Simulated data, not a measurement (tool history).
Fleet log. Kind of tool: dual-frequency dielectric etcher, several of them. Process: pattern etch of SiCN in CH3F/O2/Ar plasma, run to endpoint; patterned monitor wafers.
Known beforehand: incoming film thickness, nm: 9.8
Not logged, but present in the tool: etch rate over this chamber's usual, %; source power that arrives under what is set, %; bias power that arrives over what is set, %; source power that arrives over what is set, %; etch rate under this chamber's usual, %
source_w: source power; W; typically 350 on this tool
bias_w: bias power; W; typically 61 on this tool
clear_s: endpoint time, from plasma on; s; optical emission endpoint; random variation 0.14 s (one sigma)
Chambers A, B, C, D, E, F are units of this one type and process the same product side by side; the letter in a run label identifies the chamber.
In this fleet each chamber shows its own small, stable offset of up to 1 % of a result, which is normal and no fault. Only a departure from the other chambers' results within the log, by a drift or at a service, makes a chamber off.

run     day  source_w  bias_w  hours since the last wet clean  hours since the last source power generator calibration  hours since the last bias power generator calibration  clear_s
 1C   0.571       350      61                           160.5                                                   3311.1                                                  936.9   29.390
 2D   1.129       350      61                           137.5                                                   1094.9                                                  983.3   29.193
 3B   1.788       350      61                           246.1                                                   1270.2                                                 1155.5   28.944
 4E   2.196       350      61                           117.3                                                   3967.1                                                 3504.2   29.018
 5A   2.767       350      61                            98.8                                                    127.1                                                 1252.7   29.232
 6F   3.125       350      61                            79.5                                                    141.3                                                 2775.1   29.098
 7B   3.696       350      61                           291.9                                                   1316.0                                                 1201.3   29.112
 8C   4.096       350      61                           245.1                                                   3395.7                                                 1021.5   29.120
 9A   4.412       280      47                           138.3                                                    166.6                                                 1292.2   34.331
10F   5.004       280      47                           124.6                                                    186.4                                                 2820.2   34.606
11D   5.671       280      47                           246.5                                                   1203.9                                                 1092.3   34.792
12E   6.192       280      47                           213.2                                                   4063.0                                                 3600.1   34.457
13B   6.758       280      47                           365.4                                                   1389.5                                                 1274.8   34.641
14E   7.162       280      47                           236.5                                                   4086.3                                                 3623.4   34.677
15F   7.704       350      61                           189.4                                                    251.2                                                 2885.0   28.858
16D   8.246       350      61                           308.3                                                   1265.7                                                 1154.1   29.310
17C   8.712       350      61                           355.9                                                   3506.5                                                 1132.3   29.206
      8.729  -- chamber B: wet clean of the chamber
18A   9.125       350      61                           251.4                                                    279.7                                                 1405.3   28.886
19E   9.429       350      61                           290.9                                                   4140.7                                                 3677.8   29.267
20D   9.854       350      61                           346.9                                                   1304.3                                                 1192.7   28.979
21B  10.492       280      73                            42.4                                                   1479.1                                                 1364.4   29.494
     10.662  -- chamber D: wet clean of the chamber
22A  11.017       280      73                           296.8                                                    325.1                                                 1450.7   29.967
23F  11.358       280      73                           277.1                                                    338.9                                                 2972.7   29.582
24C  12.004       280      73                           434.9                                                   3585.5                                                 1211.3   29.889
25A  12.317       280      73                           328.0                                                    356.3                                                 1481.9   29.746
26D  12.638       280      73                            47.5                                                   1371.1                                                 1259.5   29.481
27B  13.067       390      61                           104.2                                                   1540.9                                                 1426.2   27.826
     13.158  -- chamber F: wet clean of the chamber
28E  13.500       390      61                           388.6                                                   4238.4                                                 3775.5   27.997
29C  13.904       390      61                           480.5                                                   3631.1                                                 1256.9   28.052
30F  14.567       390      61                            33.8                                                    415.9                                                 3049.7   27.563
31A  15.171       390      61                           396.5                                                    424.8                                                 1550.4   27.993
32C  15.642       390      61                           522.2                                                   3672.8                                                 1298.6   28.239
33E  15.979       350      61                           448.1                                                   4297.9                                                 3835.0   29.221
     16.312  -- chamber B: bias power generator calibrated
34F  16.583       350      74                            82.2                                                    464.3                                                 3098.1   27.052
35D  17.179       350      74                           156.5                                                   1480.1                                                 1368.5   27.211
36B  17.504       350      74                           210.7                                                   1647.4                                                   28.7   27.073
37A  18.108       350      74                           467.0                                                    495.3                                                 1620.9   26.963
38E  18.546       350      74                           509.7                                                   4359.5                                                 3896.6   27.077
39F  19.096       350      74                           142.5                                                    524.6                                                 3158.4   26.926
40D  19.417       320      47                           210.2                                                   1533.8                                                 1422.2   32.919

Predict what each chamber gives when all 6 of them run the settings below next.
41A  19.904       290      61                                                                                                                                                        ?
41B  19.904       290      61                                                                                                                                                        ?
41C  19.904       290      61                                                                                                                                                        ?
41D  19.904       290      61                                                                                                                                                        ?
41E  19.904       290      61                                                                                                                                                        ?
41F  19.904       290      61                                                                                                                                                        ?

run  clear_s
41A   31.110
41B   31.144
41C   31.530
41D   31.478
41E   31.526
41F   31.147
